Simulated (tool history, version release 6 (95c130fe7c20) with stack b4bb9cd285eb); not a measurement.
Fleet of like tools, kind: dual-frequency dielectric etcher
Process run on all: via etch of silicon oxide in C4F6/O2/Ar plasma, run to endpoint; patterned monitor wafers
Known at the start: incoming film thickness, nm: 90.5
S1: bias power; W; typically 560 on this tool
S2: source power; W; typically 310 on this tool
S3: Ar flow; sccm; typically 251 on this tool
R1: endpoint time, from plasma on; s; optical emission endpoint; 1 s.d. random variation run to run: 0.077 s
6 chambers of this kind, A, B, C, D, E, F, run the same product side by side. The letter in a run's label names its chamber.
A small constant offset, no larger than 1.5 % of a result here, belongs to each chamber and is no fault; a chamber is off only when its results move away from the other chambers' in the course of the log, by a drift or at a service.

{"day": 0.333, "done": "chamber A: wet clean of the chamber"}
{"run": "1D", "day": 0.338, "S1": 560, "S2": 310, "S3": 251, "R1": 20.851}
{"run": "2F", "day": 0.938, "S1": 560, "S2": 310, "S3": 251, "R1": 20.631}
{"run": "3B", "day": 1.262, "S1": 560, "S2": 310, "S3": 251, "R1": 20.491}
{"run": "4C", "day": 1.862, "S1": 560, "S2": 310, "S3": 251, "R1": 20.619}
{"run": "5A", "day": 2.196, "S1": 560, "S2": 310, "S3": 251, "R1": 20.462}
{"run": "6E", "day": 2.775, "S1": 681, "S2": 310, "S3": 189, "R1": 18.554}
{"run": "7E", "day": 3.117, "S1": 681, "S2": 310, "S3": 189, "R1": 18.457}
{"run": "8A", "day": 3.521, "S1": 681, "S2": 310, "S3": 189, "R1": 18.349}
{"run": "9F", "day": 3.992, "S1": 681, "S2": 310, "S3": 189, "R1": 18.531}
{"run": "10D", "day": 4.346, "S1": 681, "S2": 310, "S3": 189, "R1": 18.761}
{"run": "11C", "day": 4.675, "S1": 681, "S2": 310, "S3": 189, "R1": 18.38}
{"run": "12B", "day": 5.317, "S1": 560, "S2": 240, "S3": 219, "R1": 22.22}
{"run": "13C", "day": 5.867, "S1": 560, "S2": 240, "S3": 219, "R1": 22.418}
{"run": "14F", "day": 6.329, "S1": 560, "S2": 240, "S3": 219, "R1": 22.221}
{"run": "15A", "day": 6.679, "S1": 560, "S2": 240, "S3": 219, "R1": 22.109}
{"run": "16B", "day": 7.062, "S1": 560, "S2": 240, "S3": 219, "R1": 22.066}
{"run": "17E", "day": 7.646, "S1": 560, "S2": 240, "S3": 219, "R1": 22.26}
{"run": "18D", "day": 8.138, "S1": 560, "S2": 310, "S3": 251, "R1": 20.99}
{"run": "19B", "day": 8.554, "S1": 560, "S2": 310, "S3": 251, "R1": 20.391}
{"day": 8.929, "done": "chamber A: Ar flow controller replaced"}
{"run": "20F", "day": 9.121, "S1": 560, "S2": 310, "S3": 251, "R1": 20.67}
{"day": 9.188, "done": "chamber D: source power generator calibrated"}
{"run": "21C", "day": 9.596, "S1": 560, "S2": 310, "S3": 251, "R1": 20.633}
{"run": "22E", "day": 9.904, "S1": 560, "S2": 260, "S3": 302, "R1": 22.216}
{"run": "23D", "day": 10.529, "S1": 560, "S2": 260, "S3": 302, "R1": 23.092}
{"day": 10.842, "done": "chamber E: Ar flow controller replaced"}
{"run": "24A", "day": 10.85, "S1": 560, "S2": 260, "S3": 302, "R1": 22.395}
{"run": "25D", "day": 11.471, "S1": 560, "S2": 260, "S3": 302, "R1": 23.142}
{"day": 11.5, "done": "chamber B: wet clean of the chamber"}
{"run": "26C", "day": 12.075, "S1": 560, "S2": 260, "S3": 302, "R1": 22.242}
{"run": "27F", "day": 12.546, "S1": 560, "S2": 260, "S3": 302, "R1": 22.541}
{"run": "28B", "day": 13.096, "S1": 560, "S2": 310, "S3": 251, "R1": 20.395}
{"run": "29A", "day": 13.433, "S1": 560, "S2": 310, "S3": 251, "R1": 20.389}
{"run": "30E", "day": 13.908, "S1": 560, "S2": 310, "S3": 251, "R1": 20.613}
{"run": "31B", "day": 14.5, "S1": 560, "S2": 310, "S3": 251, "R1": 20.504}
{"run": "32F", "day": 14.788, "S1": 560, "S2": 310, "S3": 251, "R1": 20.793}
{"run": "33D", "day": 15.158, "S1": 560, "S2": 310, "S3": 251, "R1": 21.403}
{"run": "34C", "day": 15.496, "S1": 560, "S2": 310, "S3": 251, "R1": 20.657}
{"day": 15.671, "done": "chamber C: wet clean of the chamber"}
{"run": "35E", "day": 15.921, "S1": 560, "S2": 310, "S3": 251, "R1": 20.323}
{"day": 15.983, "done": "chamber F: wet clean of the chamber"}
{"run": "36A", "day": 16.475, "S1": 560, "S2": 310, "S3": 251, "R1": 20.437}
{"run": "37F", "day": 16.979, "S1": 560, "S2": 310, "S3": 251, "R1": 20.545}
{"run": "38D", "day": 17.438, "S1": 560, "S2": 310, "S3": 251, "R1": 21.563}
{"run": "39B", "day": 17.783, "S1": 560, "S2": 310, "S3": 251, "R1": 20.469}
{"run": "40A", "day": 18.175, "S1": 560, "S2": 310, "S3": 251, "R1": 20.517}
{"run": "41C", "day": 18.746, "S1": 560, "S2": 310, "S3": 251, "R1": 20.52}
{"run": "42E", "day": 19.188, "S1": 560, "S2": 310, "S3": 251, "R1": 20.612}
{"run": "43A", "day": 19.704, "S1": 560, "S2": 310, "S3": 251, "R1": 20.53}

Does one chamber stand apart from the rest, does the shared gauge drift, or is all well apart from small per-chamber offsets? Give the chamber and the most likely cause, where there is one.

Little by little, chamber D moves away from the other chambers.
What lies behind it: etch rate under this chamber's usual, % = 4.43.

Chamber D could run next with any of the 4 candidate recipes listed below; each alters the usual settings, and their results appear as question marks. Which one brings its results back in line with what the other chambers deliver on the usual settings?
Maximum distance from the other chambers' mean on the usual settings for a result to count as in line: R1 0.270 s
{"run": "44D-1", "day": 20.162, "S1": 599, "S2": 330, "S3": 246, "R1": "?"}
{"run": "44D-2", "day": 20.162, "S1": 560, "S2": 270, "S3": 251, "R1": "?"}
{"run": "44D-3", "day": 20.162, "S1": 440, "S2": 310, "S3": 251, "R1": "?"}
{"run": "44D-4", "day": 20.162, "S1": 560, "S2": 400, "S3": 251, "R1": "?"}

What the other chambers average on the usual settings: R1 20.534 s
run=44D-1 R1=20.636
run=44D-2 R1=22.857
run=44D-3 R1=23.759
run=44D-4 R1=19.758
44D-1 is the one that brings the chamber's results back in line with the other chambers.
